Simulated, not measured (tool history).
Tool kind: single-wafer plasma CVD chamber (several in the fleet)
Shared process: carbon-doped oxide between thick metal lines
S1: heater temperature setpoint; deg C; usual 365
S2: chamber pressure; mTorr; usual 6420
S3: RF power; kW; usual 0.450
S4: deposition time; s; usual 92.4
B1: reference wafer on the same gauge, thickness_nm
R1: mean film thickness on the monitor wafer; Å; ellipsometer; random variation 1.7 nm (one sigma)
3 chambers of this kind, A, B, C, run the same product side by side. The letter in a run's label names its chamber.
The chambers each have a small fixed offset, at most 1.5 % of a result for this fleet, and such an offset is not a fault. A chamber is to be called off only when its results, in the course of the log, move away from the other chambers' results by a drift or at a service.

run   hour   S1    S2     S3     S4      B1      R1
 1B   15.8  365  6420  0.450   92.4  365.18  4355.6
 2C   24.1  365  6420  0.450   92.4  365.07  4421.2
 3A   38.6  365  6420  0.450   92.4  365.13  4376.7
      44.6  -- chamber C: capacitance manometer re-zeroed and calibrated
 4A   52.4  365  6420  0.450   92.4  365.33  4349.7
 5C   62.0  365  6420  0.450   92.4  365.28  4403.6
 6B   71.8  365  6420  0.450   92.4  364.97  4363.8
 7B   80.2  355  6420  0.450   92.4  365.40  4461.6
 8C   96.0  355  6420  0.450   92.4  365.53  4504.2
 9A  109.5  355  6420  0.450   92.4  365.23  4460.1
10C  117.7  365  6420  0.450   92.4  364.99  4405.9
11B  126.0  365  6420  0.450   92.4  365.02  4347.5
12A  136.0  365  6420  0.450   92.4  365.01  4320.7
13A  150.8  378  6420  0.450   92.4  364.84  4140.4
14C  166.2  378  6420  0.450   92.4  364.95  4302.8
15B  175.4  378  6420  0.450   92.4  365.03  4230.0
16A  183.2  365  6420  0.450   92.4  364.92  4251.9
17B  196.7  365  6420  0.450   92.4  365.00  4342.6
18C  203.7  365  6420  0.450   92.4  365.11  4401.6
19A  216.7  365  6420  0.450   92.4  364.92  4224.2
20B  230.8  365  6420  0.450   92.4  364.90  4368.9
21C  238.5  365  6420  0.405  102.8  364.90  4538.6
22A  250.8  365  6420  0.405  102.8  364.67  4266.1

All chambers now run identical settings, listed one chamber a line with results as question marks. What results will each chamber show?
23A  262.3  365  6420  0.510  92.4       ?
23B  262.3  365  6420  0.510  92.4       ?
23C  262.3  365  6420  0.510  92.4       ?

run      R1
23A  4504.6
23B  4720.0
23C  4806.7
